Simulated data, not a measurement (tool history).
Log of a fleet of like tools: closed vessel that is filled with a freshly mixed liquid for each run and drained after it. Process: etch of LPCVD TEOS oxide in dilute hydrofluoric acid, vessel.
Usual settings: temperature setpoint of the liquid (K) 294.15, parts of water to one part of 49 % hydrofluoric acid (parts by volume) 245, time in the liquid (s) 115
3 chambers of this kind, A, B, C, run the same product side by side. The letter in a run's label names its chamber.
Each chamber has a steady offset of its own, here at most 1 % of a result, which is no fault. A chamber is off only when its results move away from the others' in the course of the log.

run   hour  temperature setpoint of the liquid (K)  parts of water to one part of 49 % hydrofluoric acid (parts by volume)  time in the liquid (s)  read-back film thickness of the LPCVD TEOS oxide reference wafer, read on the same gauge (nm)  thickness taken off the LPCVD TEOS oxide on a monitor wafer (angstrom)
 1B    5.5                                  294.15                                                                     245                     115                                                                                         99.999                                                                  150.62
 2C   10.7                                  294.15                                                                     245                     115                                                                                            100                                                                  152.66
 3A   18.1                                  294.15                                                                     245                     115                                                                                         99.996                                                                  150.69
 4B   25.2                                  294.15                                                                     245                     115                                                                                         99.996                                                                  150.03
 5C   31.3                                  294.15                                                                     245                     115                                                                                         99.979                                                                  148.34
 6A   39.3                                  294.15                                                                     245                     115                                                                                         99.989                                                                  149.91
 7B   48.4                                  294.15                                                                     245                     115                                                                                         99.976                                                                  149.91
 8A   56.1                                  294.15                                                                     245                     115                                                                                            100                                                                  148.48
 9C   63.7                                  294.15                                                                     245                     115                                                                                            100                                                                  149.79
10A   71.6                                  294.15                                                                     245                     115                                                                                         99.982                                                                  150.21
11B   81.5                                  294.15                                                                     245                     115                                                                                         99.994                                                                  150.64
12C   86.5                                  294.15                                                                     245                     115                                                                                            100                                                                  150.93
13C     97                                  294.15                                                                     245                     115                                                                                         100.01                                                                  150.07
14B  102.9                                  294.15                                                                     245                     115                                                                                         100.02                                                                  151.38
15A  108.7                                  294.15                                                                     245                     115                                                                                         99.999                                                                  148.79
16C  117.3                                  294.15                                                                     245                     115                                                                                            100                                                                  149.71
17A  127.4                                  294.15                                                                     245                     115                                                                                         99.978                                                                  147.82
18B  138.1                                  294.15                                                                     245                     115                                                                                            100                                                                  150.61
19C  147.7                                  294.15                                                                     245                     115                                                                                            100                                                                  148.73
20A  158.7                                  294.15                                                                     245                     115                                                                                         99.989                                                                  148.05
21B  169.3                                  294.15                                                                     245                     115                                                                                         100.01                                                                  151.49
22A  178.1                                  298.15                                                                     185                     115                                                                                         99.987                                                                  247.62
23B  183.8                                  298.15                                                                     185                     115                                                                                         99.986                                                                  248.48
24C  193.9                                  298.15                                                                     185                     115                                                                                            100                                                                   248.8
25B  200.8                                  296.65                                                                     155                     115                                                                                            100                                                                  291.39
26A  208.1                                  296.65                                                                     155                     115                                                                                         99.992                                                                   285.3
27C  217.5                                  296.65                                                                     155                     115                                                                                         100.02                                                                  282.66
28A  228.5                                  294.15                                                                     245                     115                                                                                         100.01                                                                   150.5
29B  234.4                                  294.15                                                                     245                     115                                                                                         99.996                                                                  156.87
30C    243                                  294.15                                                                     245                     115                                                                                         99.992                                                                  149.54
31B  251.8                                  296.65                                                                     245                     115                                                                                         99.985                                                                  172.95
32A  261.2                                  296.65                                                                     245                     115                                                                                         99.983                                                                  164.32
33C  267.5                                  296.65                                                                     245                     115                                                                                         100.04                                                                  162.61
34C  278.4                                  294.15                                                                     245                     115                                                                                          99.98                                                                  149.52
35B  286.8                                  294.15                                                                     245                     115                                                                                         100.01                                                                  158.78
36A  296.3                                  294.15                                                                     245                     115                                                                                         99.974                                                                  148.85
37A  306.2                                  292.65                                                                     245                     115                                                                                         100.02                                                                  142.85
38C  312.2                                  292.65                                                                     245                     115                                                                                          99.99                                                                  143.64
39B  323.5                                  292.65                                                                     245                     115                                                                                         100.01                                                                  152.56
40B  333.7                                  294.15                                                                     245                     115                                                                                         99.986                                                                  161.82
41A  345.1                                  294.15                                                                     245                     115                                                                                         100.01                                                                  149.67

Next, every chamber runs the same settings. What will each give?
42A  353.5                                  294.15                                                                     245                     115                                                                                                                                                                      ?
42B  353.5                                  294.15                                                                     245                     115                                                                                                                                                                      ?
42C  353.5                                  294.15                                                                     245                     115                                                                                                                                                                      ?

run  thickness taken off the LPCVD TEOS oxide on a monitor wafer (angstrom)
42A                                                                  150.84
42B                                                                  162.02
42C                                                                  151.09

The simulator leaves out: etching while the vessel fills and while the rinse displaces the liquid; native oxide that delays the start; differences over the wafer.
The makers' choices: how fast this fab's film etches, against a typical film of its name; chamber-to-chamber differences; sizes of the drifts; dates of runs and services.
